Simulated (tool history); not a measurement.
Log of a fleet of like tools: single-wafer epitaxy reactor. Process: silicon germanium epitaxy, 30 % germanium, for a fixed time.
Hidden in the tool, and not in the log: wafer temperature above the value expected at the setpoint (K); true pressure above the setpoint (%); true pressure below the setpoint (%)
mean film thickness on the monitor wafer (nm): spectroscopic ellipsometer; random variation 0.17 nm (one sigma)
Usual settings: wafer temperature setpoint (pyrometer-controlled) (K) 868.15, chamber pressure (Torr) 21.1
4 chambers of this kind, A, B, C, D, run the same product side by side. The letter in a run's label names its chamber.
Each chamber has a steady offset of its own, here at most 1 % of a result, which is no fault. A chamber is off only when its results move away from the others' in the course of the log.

| run | hour | wafer temperature setpoint (pyrometer-controlled) (K) | chamber pressure (Torr) | hours since the last pyrometer calibration | hours since the last manometer calibration | read-back reference wafer on the same gauge, thickness_nm | mean film thickness on the monitor wafer (nm) |
|---|---|---|---|---|---|---|---|
| 1A | 3.4 | 868.15 | 21.1 | 362.3 | 261.3 | 52.108 | 54.91 |
|  | 4.8 | chamber D: pyrometer calibrated |
| 2C | 6 | 868.15 | 21.1 | 49.6 | 889 | 52.139 | 54.837 |
| 3D | 8.6 | 868.15 | 21.1 | 3.8 | 2450.4 | 52.126 | 55.328 |
| 4B | 11.3 | 868.15 | 21.1 | 2910.7 | 246.1 | 52.092 | 54.449 |
| 5B | 15.7 | 868.15 | 21.1 | 2915.1 | 250.5 | 52.102 | 54.784 |
| 6D | 19 | 868.15 | 21.1 | 14.2 | 2460.8 | 52.102 | 54.981 |
| 7A | 21.6 | 868.15 | 21.1 | 380.5 | 279.5 | 52.082 | 54.974 |
| 8C | 25.7 | 868.15 | 21.1 | 69.3 | 908.7 | 52.072 | 55.243 |
| 9C | 29.8 | 868.15 | 21.1 | 73.4 | 912.8 | 52.07 | 55.226 |
| 10A | 33.8 | 868.15 | 21.1 | 392.7 | 291.7 | 52.073 | 54.777 |
| 11D | 35.8 | 868.15 | 21.1 | 31 | 2477.6 | 52.068 | 55.183 |
| 12B | 38.5 | 868.15 | 21.1 | 2937.9 | 273.3 | 52.101 | 54.884 |
| 13C | 42.7 | 868.15 | 21.1 | 86.3 | 925.7 | 52.097 | 54.785 |
| 14B | 46.6 | 868.15 | 21.1 | 2946 | 281.4 | 52.078 | 54.668 |
|  | 47.6 | chamber B: pyrometer calibrated |
| 15D | 48.7 | 868.15 | 21.1 | 43.9 | 2490.5 | 52.089 | 54.953 |
|  | 49.5 | chamber D: capacitance manometer re-zeroed and calibrated |
| 16A | 51.9 | 868.15 | 21.1 | 410.8 | 309.8 | 52.118 | 55.063 |
| 17B | 54.6 | 868.15 | 21.1 | 7.1 | 289.4 | 52.147 | 54.983 |
| 18C | 58.1 | 868.15 | 21.1 | 101.7 | 941.1 | 52.124 | 55.126 |
| 19D | 62.4 | 868.15 | 21.1 | 57.6 | 13 | 52.078 | 54.948 |
| 20A | 64.6 | 868.15 | 21.1 | 423.5 | 322.5 | 52.11 | 55.089 |
| 21A | 68.5 | 873.15 | 21.1 | 427.4 | 326.4 | 52.058 | 60.195 |
| 22B | 71.7 | 873.15 | 21.1 | 24.2 | 306.5 | 52.072 | 59.997 |
| 23D | 74.8 | 873.15 | 21.1 | 70 | 25.4 | 52.068 | 59.984 |
| 24C | 78.3 | 873.15 | 21.1 | 121.9 | 961.3 | 52.148 | 60.113 |
| 25B | 81 | 868.15 | 21.1 | 33.5 | 315.8 | 52.082 | 54.509 |
| 26D | 85.3 | 868.15 | 21.1 | 80.5 | 35.9 | 52.105 | 55.19 |
| 27C | 87.4 | 868.15 | 21.1 | 131 | 970.4 | 52.105 | 54.795 |
| 28A | 90.4 | 868.15 | 21.1 | 449.3 | 348.3 | 52.102 | 55.181 |
| 29C | 92.9 | 868.15 | 21.1 | 136.5 | 975.9 | 52.098 | 54.794 |
| 30D | 95.3 | 868.15 | 21.1 | 90.5 | 45.9 | 52.152 | 54.881 |
| 31B | 99.7 | 868.15 | 21.1 | 52.2 | 334.5 | 52.09 | 54.74 |
| 32A | 103.6 | 868.15 | 21.1 | 462.5 | 361.5 | 52.107 | 54.915 |

All 4 chambers run these settings next. Forecast each chamber's results:
| 33A | 106.8 | 868.15 | 16.3 |  |  |  | ? |
| 33B | 106.8 | 868.15 | 16.3 |  |  |  | ? |
| 33C | 106.8 | 868.15 | 16.3 |  |  |  | ? |
| 33D | 106.8 | 868.15 | 16.3 |  |  |  | ? |

| run | mean film thickness on the monitor wafer (nm) |
|---|---|
| 33A | 49.475 |
| 33B | 49.255 |
| 33C | 49.478 |
| 33D | 49.954 |

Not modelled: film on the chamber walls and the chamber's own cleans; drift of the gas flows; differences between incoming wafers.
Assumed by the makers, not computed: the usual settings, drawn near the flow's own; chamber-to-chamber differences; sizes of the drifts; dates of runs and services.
